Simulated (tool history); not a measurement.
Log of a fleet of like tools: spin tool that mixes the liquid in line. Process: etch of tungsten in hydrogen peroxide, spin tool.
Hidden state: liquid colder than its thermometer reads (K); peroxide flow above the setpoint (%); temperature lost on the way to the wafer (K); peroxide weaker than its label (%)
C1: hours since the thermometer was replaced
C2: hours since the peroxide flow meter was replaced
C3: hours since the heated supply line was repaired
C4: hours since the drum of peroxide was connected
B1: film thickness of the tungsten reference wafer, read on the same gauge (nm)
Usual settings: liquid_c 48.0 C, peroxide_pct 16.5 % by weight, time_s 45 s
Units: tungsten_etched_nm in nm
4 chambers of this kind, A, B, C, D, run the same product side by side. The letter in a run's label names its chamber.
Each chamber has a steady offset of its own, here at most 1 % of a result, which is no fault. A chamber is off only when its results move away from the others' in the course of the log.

run 1A hour=7.9 | liquid_c=48.0 peroxide_pct=16.5 time_s=45 | C1=49.8 C2=1061.7 C3=784.9 C4=673.3 | B1=40.034 | tungsten_etched_nm=40.546
run 2B hour=18.5 | liquid_c=48.0 peroxide_pct=16.5 time_s=45 | C1=126.1 C2=259.3 C3=1004.6 C4=294.0 | B1=40.014 | tungsten_etched_nm=39.476
run 3C hour=31.1 | liquid_c=48.0 peroxide_pct=16.5 time_s=45 | C1=224.4 C2=381.5 C3=689.0 C4=408.9 | B1=40.019 | tungsten_etched_nm=40.410
run 4D hour=41.9 | liquid_c=48.0 peroxide_pct=16.5 time_s=45 | C1=667.2 C2=610.6 C3=250.9 C4=476.6 | B1=40.011 | tungsten_etched_nm=39.941
run 5D hour=53.5 | liquid_c=48.0 peroxide_pct=16.5 time_s=45 | C1=678.8 C2=622.2 C3=262.5 C4=488.2 | B1=40.016 | tungsten_etched_nm=40.304
run 6B hour=64.2 | liquid_c=48.0 peroxide_pct=16.5 time_s=45 | C1=171.8 C2=305.0 C3=1050.3 C4=339.7 | B1=40.026 | tungsten_etched_nm=39.441
run 7A hour=70.3 | liquid_c=48.0 peroxide_pct=16.5 time_s=45 | C1=112.2 C2=1124.1 C3=847.3 C4=735.7 | B1=40.011 | tungsten_etched_nm=39.599
-- hour=75.0 chamber D: new drum of peroxide connected
run 8C hour=81.6 | liquid_c=48.0 peroxide_pct=16.5 time_s=45 | C1=274.9 C2=432.0 C3=739.5 C4=459.4 | B1=39.992 | tungsten_etched_nm=40.092
run 9B hour=91.2 | liquid_c=48.0 peroxide_pct=16.5 time_s=45 | C1=198.8 C2=332.0 C3=1077.3 C4=366.7 | B1=39.994 | tungsten_etched_nm=39.296
run 10D hour=99.8 | liquid_c=48.0 peroxide_pct=16.5 time_s=45 | C1=725.1 C2=668.5 C3=308.8 C4=24.9 | B1=39.977 | tungsten_etched_nm=39.423
run 11A hour=108.5 | liquid_c=48.0 peroxide_pct=16.5 time_s=45 | C1=150.4 C2=1162.3 C3=885.5 C4=773.9 | B1=39.976 | tungsten_etched_nm=40.347
run 12C hour=118.8 | liquid_c=48.0 peroxide_pct=16.5 time_s=45 | C1=312.1 C2=469.2 C3=776.7 C4=496.6 | B1=40.009 | tungsten_etched_nm=40.747
run 13B hour=126.6 | liquid_c=48.0 peroxide_pct=16.5 time_s=45 | C1=234.2 C2=367.4 C3=1112.7 C4=402.1 | B1=40.020 | tungsten_etched_nm=39.602
run 14D hour=138.9 | liquid_c=48.0 peroxide_pct=16.5 time_s=45 | C1=764.2 C2=707.6 C3=347.9 C4=64.0 | B1=39.987 | tungsten_etched_nm=39.889
run 15C hour=148.2 | liquid_c=48.0 peroxide_pct=16.5 time_s=45 | C1=341.5 C2=498.6 C3=806.1 C4=526.0 | B1=39.984 | tungsten_etched_nm=40.248
run 16A hour=154.1 | liquid_c=48.0 peroxide_pct=16.5 time_s=45 | C1=196.0 C2=1207.9 C3=931.1 C4=819.5 | B1=39.991 | tungsten_etched_nm=40.047
run 17B hour=163.6 | liquid_c=48.0 peroxide_pct=16.5 time_s=45 | C1=271.2 C2=404.4 C3=1149.7 C4=439.1 | B1=39.978 | tungsten_etched_nm=38.329
run 18A hour=171.8 | liquid_c=48.0 peroxide_pct=16.5 time_s=45 | C1=213.7 C2=1225.6 C3=948.8 C4=837.2 | B1=40.011 | tungsten_etched_nm=39.829
run 19C hour=182.6 | liquid_c=48.0 peroxide_pct=16.5 time_s=45 | C1=375.9 C2=533.0 C3=840.5 C4=560.4 | B1=40.005 | tungsten_etched_nm=40.114
run 20D hour=189.0 | liquid_c=48.0 peroxide_pct=16.5 time_s=45 | C1=814.3 C2=757.7 C3=398.0 C4=114.1 | B1=40.011 | tungsten_etched_nm=40.023
-- hour=193.6 chamber D: thermometer replaced
run 21C hour=199.9 | liquid_c=48.0 peroxide_pct=16.5 time_s=45 | C1=393.2 C2=550.3 C3=857.8 C4=577.7 | B1=40.037 | tungsten_etched_nm=39.556
run 22A hour=207.9 | liquid_c=48.0 peroxide_pct=16.5 time_s=45 | C1=249.8 C2=1261.7 C3=984.9 C4=873.3 | B1=39.990 | tungsten_etched_nm=39.444
run 23B hour=216.7 | liquid_c=48.0 peroxide_pct=16.5 time_s=45 | C1=324.3 C2=457.5 C3=1202.8 C4=492.2 | B1=39.999 | tungsten_etched_nm=38.536
run 24D hour=225.1 | liquid_c=48.0 peroxide_pct=16.5 time_s=45 | C1=31.6 C2=793.8 C3=434.1 C4=150.2 | B1=39.984 | tungsten_etched_nm=39.913
run 25B hour=231.7 | liquid_c=48.0 peroxide_pct=16.5 time_s=45 | C1=339.3 C2=472.5 C3=1217.8 C4=507.2 | B1=39.987 | tungsten_etched_nm=38.765
-- hour=233.8 chamber D: peroxide flow meter replaced
run 26D hour=243.9 | liquid_c=56.0 peroxide_pct=16.5 time_s=65 | C1=50.4 C2=10.1 C3=452.9 C4=169.0 | B1=40.019 | tungsten_etched_nm=93.186
run 27C hour=253.2 | liquid_c=56.0 peroxide_pct=16.5 time_s=65 | C1=446.5 C2=603.6 C3=911.1 C4=631.0 | B1=40.006 | tungsten_etched_nm=94.243
run 28A hour=264.0 | liquid_c=56.0 peroxide_pct=16.5 time_s=65 | C1=305.9 C2=1317.8 C3=1041.0 C4=929.4 | B1=39.980 | tungsten_etched_nm=94.737
-- hour=267.7 chamber A: heated supply line repaired
run 29B hour=269.8 | liquid_c=56.0 peroxide_pct=16.5 time_s=65 | C1=377.4 C2=510.6 C3=1255.9 C4=545.3 | B1=40.007 | tungsten_etched_nm=89.490
run 30D hour=279.2 | liquid_c=48.0 peroxide_pct=19.5 time_s=45 | C1=85.7 C2=45.4 C3=488.2 C4=204.3 | B1=39.983 | tungsten_etched_nm=43.072
run 31A hour=285.8 | liquid_c=48.0 peroxide_pct=19.5 time_s=45 | C1=327.7 C2=1339.6 C3=18.2 C4=951.2 | B1=40.025 | tungsten_etched_nm=44.110
run 32C hour=294.2 | liquid_c=48.0 peroxide_pct=19.5 time_s=45 | C1=487.5 C2=644.6 C3=952.1 C4=672.0 | B1=39.996 | tungsten_etched_nm=43.610
run 33D hour=300.3 | liquid_c=48.0 peroxide_pct=19.5 time_s=45 | C1=106.8 C2=66.5 C3=509.3 C4=225.4 | B1=40.003 | tungsten_etched_nm=43.813
run 34A hour=311.6 | liquid_c=48.0 peroxide_pct=16.5 time_s=45 | C1=353.5 C2=1365.4 C3=44.0 C4=977.0 | B1=40.008 | tungsten_etched_nm=40.136
run 35C hour=318.8 | liquid_c=48.0 peroxide_pct=16.5 time_s=45 | C1=512.1 C2=669.2 C3=976.7 C4=696.6 | B1=40.032 | tungsten_etched_nm=40.698
run 36B hour=331.3 | liquid_c=56.5 peroxide_pct=16.5 time_s=45 | C1=438.9 C2=572.1 C3=1317.4 C4=606.8 | B1=40.016 | tungsten_etched_nm=62.532
run 37C hour=340.1 | liquid_c=56.5 peroxide_pct=16.5 time_s=45 | C1=533.4 C2=690.5 C3=998.0 C4=717.9 | B1=39.984 | tungsten_etched_nm=67.762
run 38D hour=349.2 | liquid_c=56.5 peroxide_pct=16.5 time_s=45 | C1=155.7 C2=115.4 C3=558.2 C4=274.3 | B1=39.974 | tungsten_etched_nm=66.714
run 39A hour=360.1 | liquid_c=56.5 peroxide_pct=16.5 time_s=45 | C1=402.0 C2=1413.9 C3=92.5 C4=1025.5 | B1=39.997 | tungsten_etched_nm=66.535
run 40B hour=366.7 | liquid_c=48.0 peroxide_pct=16.5 time_s=45 | C1=474.3 C2=607.5 C3=1352.8 C4=642.2 | B1=40.008 | tungsten_etched_nm=37.120
run 41B hour=378.7 | liquid_c=48.0 peroxide_pct=16.5 time_s=45 | C1=486.3 C2=619.5 C3=1364.8 C4=654.2 | B1=39.982 | tungsten_etched_nm=37.246
run 42D hour=388.1 | liquid_c=48.0 peroxide_pct=16.5 time_s=45 | C1=194.6 C2=154.3 C3=597.1 C4=313.2 | B1=40.025 | tungsten_etched_nm=40.018

All 4 chambers run these settings next. Forecast each chamber's results:
run 43A hour=397.1 | liquid_c=48.0 peroxide_pct=19.0 time_s=45 | tungsten_etched_nm=?
run 43B hour=397.1 | liquid_c=48.0 peroxide_pct=19.0 time_s=45 | tungsten_etched_nm=?
run 43C hour=397.1 | liquid_c=48.0 peroxide_pct=19.0 time_s=45 | tungsten_etched_nm=?
run 43D hour=397.1 | liquid_c=48.0 peroxide_pct=19.0 time_s=45 | tungsten_etched_nm=?

run=43A tungsten_etched_nm=43.168
run=43B tungsten_etched_nm=39.154
run=43C tungsten_etched_nm=43.194
run=43D tungsten_etched_nm=42.537
